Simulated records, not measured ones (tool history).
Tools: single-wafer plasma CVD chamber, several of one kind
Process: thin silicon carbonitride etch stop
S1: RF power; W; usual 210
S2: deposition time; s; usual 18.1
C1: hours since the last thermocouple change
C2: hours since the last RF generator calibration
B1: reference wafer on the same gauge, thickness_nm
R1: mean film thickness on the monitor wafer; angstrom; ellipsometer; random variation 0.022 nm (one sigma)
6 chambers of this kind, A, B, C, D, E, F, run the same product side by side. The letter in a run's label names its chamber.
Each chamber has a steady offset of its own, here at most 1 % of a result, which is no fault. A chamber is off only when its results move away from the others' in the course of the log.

{"run": "1B", "hour": 15.1, "S1": 210, "S2": 18.1, "C1": 535.9, "C2": 485.9, "B1": 12.4, "R1": 104.2}
{"run": "2F", "hour": 28.9, "S1": 210, "S2": 18.1, "C1": 1051.7, "C2": 512.9, "B1": 12.401, "R1": 105.07}
{"run": "3A", "hour": 37.1, "S1": 210, "S2": 18.1, "C1": 352.9, "C2": 76.7, "B1": 12.393, "R1": 104.68}
{"run": "4E", "hour": 47.3, "S1": 210, "S2": 18.1, "C1": 904.0, "C2": 1268.2, "B1": 12.403, "R1": 104.34}
{"run": "5C", "hour": 59.6, "S1": 245, "S2": 18.1, "C1": 567.8, "C2": 726.1, "B1": 12.404, "R1": 109.38}
{"run": "6D", "hour": 75.1, "S1": 245, "S2": 18.1, "C1": 95.2, "C2": 439.8, "B1": 12.4, "R1": 108.8}
{"run": "7D", "hour": 86.0, "S1": 245, "S2": 18.1, "C1": 106.1, "C2": 450.7, "B1": 12.4, "R1": 108.65}
{"run": "8A", "hour": 93.2, "S1": 245, "S2": 18.1, "C1": 409.0, "C2": 132.8, "B1": 12.4, "R1": 109.43}
{"run": "9C", "hour": 100.8, "S1": 245, "S2": 18.1, "C1": 609.0, "C2": 767.3, "B1": 12.398, "R1": 109.34}
{"run": "10F", "hour": 112.1, "S1": 245, "S2": 18.1, "C1": 1134.9, "C2": 596.1, "B1": 12.403, "R1": 110.0}
{"run": "11E", "hour": 125.1, "S1": 210, "S2": 18.1, "C1": 981.8, "C2": 1346.0, "B1": 12.398, "R1": 104.2}
{"run": "12B", "hour": 137.9, "S1": 210, "S2": 18.1, "C1": 658.7, "C2": 608.7, "B1": 12.404, "R1": 104.34}
{"run": "13E", "hour": 152.8, "S1": 245, "S2": 20.9, "C1": 1009.5, "C2": 1373.7, "B1": 12.399, "R1": 126.47}
{"run": "14B", "hour": 160.5, "S1": 245, "S2": 20.9, "C1": 681.3, "C2": 631.3, "B1": 12.4, "R1": 125.7}
{"hour": 167.9, "done": "chamber E: thermocouple changed; heater temperature recalibrated"}
{"run": "15F", "hour": 170.8, "S1": 245, "S2": 20.9, "C1": 1193.6, "C2": 654.8, "B1": 12.406, "R1": 126.89}
{"run": "16A", "hour": 185.3, "S1": 245, "S2": 20.9, "C1": 501.1, "C2": 224.9, "B1": 12.411, "R1": 126.86}
{"run": "17C", "hour": 193.3, "S1": 245, "S2": 20.9, "C1": 701.5, "C2": 859.8, "B1": 12.399, "R1": 126.13}
{"run": "18D", "hour": 205.5, "S1": 245, "S2": 20.9, "C1": 225.6, "C2": 570.2, "B1": 12.397, "R1": 125.53}
{"run": "19B", "hour": 215.9, "S1": 210, "S2": 18.1, "C1": 736.7, "C2": 686.7, "B1": 12.4, "R1": 104.32}
{"run": "20D", "hour": 228.2, "S1": 210, "S2": 18.1, "C1": 248.3, "C2": 592.9, "B1": 12.402, "R1": 104.03}
{"run": "21A", "hour": 237.9, "S1": 210, "S2": 18.1, "C1": 553.7, "C2": 277.5, "B1": 12.401, "R1": 105.17}
{"run": "22E", "hour": 251.4, "S1": 210, "S2": 18.1, "C1": 83.5, "C2": 1472.3, "B1": 12.396, "R1": 104.37}
{"run": "23C", "hour": 262.9, "S1": 210, "S2": 18.1, "C1": 771.1, "C2": 929.4, "B1": 12.406, "R1": 104.34}
{"run": "24F", "hour": 271.2, "S1": 210, "S2": 18.1, "C1": 1294.0, "C2": 755.2, "B1": 12.397, "R1": 105.1}
{"run": "25E", "hour": 280.2, "S1": 210, "S2": 18.1, "C1": 112.3, "C2": 1501.1, "B1": 12.397, "R1": 104.78}
{"run": "26F", "hour": 287.8, "S1": 210, "S2": 18.1, "C1": 1310.6, "C2": 771.8, "B1": 12.4, "R1": 105.08}
{"run": "27D", "hour": 301.3, "S1": 210, "S2": 18.1, "C1": 321.4, "C2": 666.0, "B1": 12.398, "R1": 103.39}
{"run": "28B", "hour": 316.0, "S1": 210, "S2": 16.0, "C1": 836.8, "C2": 786.8, "B1": 12.396, "R1": 92.149}
{"run": "29A", "hour": 332.6, "S1": 210, "S2": 16.0, "C1": 648.4, "C2": 372.2, "B1": 12.392, "R1": 92.407}
{"run": "30C", "hour": 340.9, "S1": 210, "S2": 16.0, "C1": 849.1, "C2": 1007.4, "B1": 12.401, "R1": 92.558}
{"run": "31A", "hour": 349.6, "S1": 210, "S2": 16.0, "C1": 665.4, "C2": 389.2, "B1": 12.406, "R1": 92.713}
{"run": "32D", "hour": 365.2, "S1": 210, "S2": 16.0, "C1": 385.3, "C2": 729.9, "B1": 12.396, "R1": 91.864}
{"run": "33C", "hour": 372.6, "S1": 210, "S2": 16.0, "C1": 880.8, "C2": 1039.1, "B1": 12.401, "R1": 92.58}
{"run": "34F", "hour": 384.3, "S1": 210, "S2": 18.1, "C1": 1407.1, "C2": 868.3, "B1": 12.4, "R1": 104.95}
{"run": "35E", "hour": 397.0, "S1": 210, "S2": 18.1, "C1": 229.1, "C2": 1617.9, "B1": 12.397, "R1": 104.52}
{"run": "36B", "hour": 413.6, "S1": 210, "S2": 18.1, "C1": 934.4, "C2": 884.4, "B1": 12.396, "R1": 104.28}
{"run": "37F", "hour": 425.9, "S1": 210, "S2": 18.1, "C1": 1448.7, "C2": 909.9, "B1": 12.4, "R1": 104.72}
{"run": "38C", "hour": 440.2, "S1": 185, "S2": 18.1, "C1": 948.4, "C2": 1106.7, "B1": 12.397, "R1": 100.57}
{"run": "39B", "hour": 456.9, "S1": 185, "S2": 18.1, "C1": 977.7, "C2": 927.7, "B1": 12.397, "R1": 100.26}
{"run": "40A", "hour": 465.3, "S1": 185, "S2": 18.1, "C1": 781.1, "C2": 504.9, "B1": 12.402, "R1": 100.77}
{"run": "41E", "hour": 480.0, "S1": 185, "S2": 18.1, "C1": 312.1, "C2": 1700.9, "B1": 12.401, "R1": 100.7}

All 6 chambers run these settings next. Forecast each chamber's results:
{"run": "42A", "hour": 492.0, "S1": 230, "S2": 18.1, "R1": "?"}
{"run": "42B", "hour": 492.0, "S1": 230, "S2": 18.1, "R1": "?"}
{"run": "42C", "hour": 492.0, "S1": 230, "S2": 18.1, "R1": "?"}
{"run": "42D", "hour": 492.0, "S1": 230, "S2": 18.1, "R1": "?"}
{"run": "42E", "hour": 492.0, "S1": 230, "S2": 18.1, "R1": "?"}
{"run": "42F", "hour": 492.0, "S1": 230, "S2": 18.1, "R1": "?"}

run=42A R1=107.800
run=42B R1=106.450
run=42C R1=107.710
run=42D R1=106.880
run=42E R1=107.300
run=42F R1=107.850
